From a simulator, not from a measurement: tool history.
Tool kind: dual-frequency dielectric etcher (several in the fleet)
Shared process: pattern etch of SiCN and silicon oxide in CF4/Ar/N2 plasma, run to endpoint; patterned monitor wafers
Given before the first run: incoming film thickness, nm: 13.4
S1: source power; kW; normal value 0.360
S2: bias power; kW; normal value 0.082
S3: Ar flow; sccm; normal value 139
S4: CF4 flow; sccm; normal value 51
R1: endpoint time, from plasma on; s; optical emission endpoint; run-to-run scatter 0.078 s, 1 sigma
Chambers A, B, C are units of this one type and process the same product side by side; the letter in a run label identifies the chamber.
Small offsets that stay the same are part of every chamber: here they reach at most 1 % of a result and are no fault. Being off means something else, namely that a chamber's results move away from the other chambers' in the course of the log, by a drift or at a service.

run    day     S1     S2   S3  S4      R1
 1A  0.179  0.360  0.082  139  51  19.805
 2B  0.442  0.360  0.082  139  51  19.980
 3C  0.692  0.360  0.082  139  51  20.070
 4C  0.917  0.360  0.082  139  51  19.901
 5B  1.104  0.360  0.082  139  51  19.997
 6A  1.279  0.360  0.082  139  51  19.972
 7A  1.446  0.360  0.067  139  51  21.452
 8C  1.679  0.360  0.067  139  51  21.636
 9B  1.954  0.360  0.067  139  51  21.672
10B  2.200  0.360  0.082  139  51  20.122
11A  2.458  0.360  0.082  139  51  20.008
12C  2.746  0.360  0.082  139  51  20.278
13B  2.921  0.360  0.082  139  51  20.131
14C  3.229  0.360  0.082  139  51  20.348
15A  3.529  0.360  0.082  139  51  20.017
16C  3.754  0.360  0.082  139  51  20.388
17B  4.067  0.360  0.082  139  51  19.940
18A  4.246  0.360  0.082  139  51  19.984
19B  4.554  0.360  0.082  139  51  20.054
20A  4.821  0.360  0.082  139  51  20.054
21C  4.996  0.360  0.082  139  51  20.706

The same settings go to every chamber for the next run, one line per chamber below. Forecast the results for each:
22A  5.238  0.360  0.082  139  51   ?
22B  5.238  0.360  0.082  139  51   ?
22C  5.238  0.360  0.082  139  51   ?

run      R1
22A  19.945
22B  20.019
22C  20.812
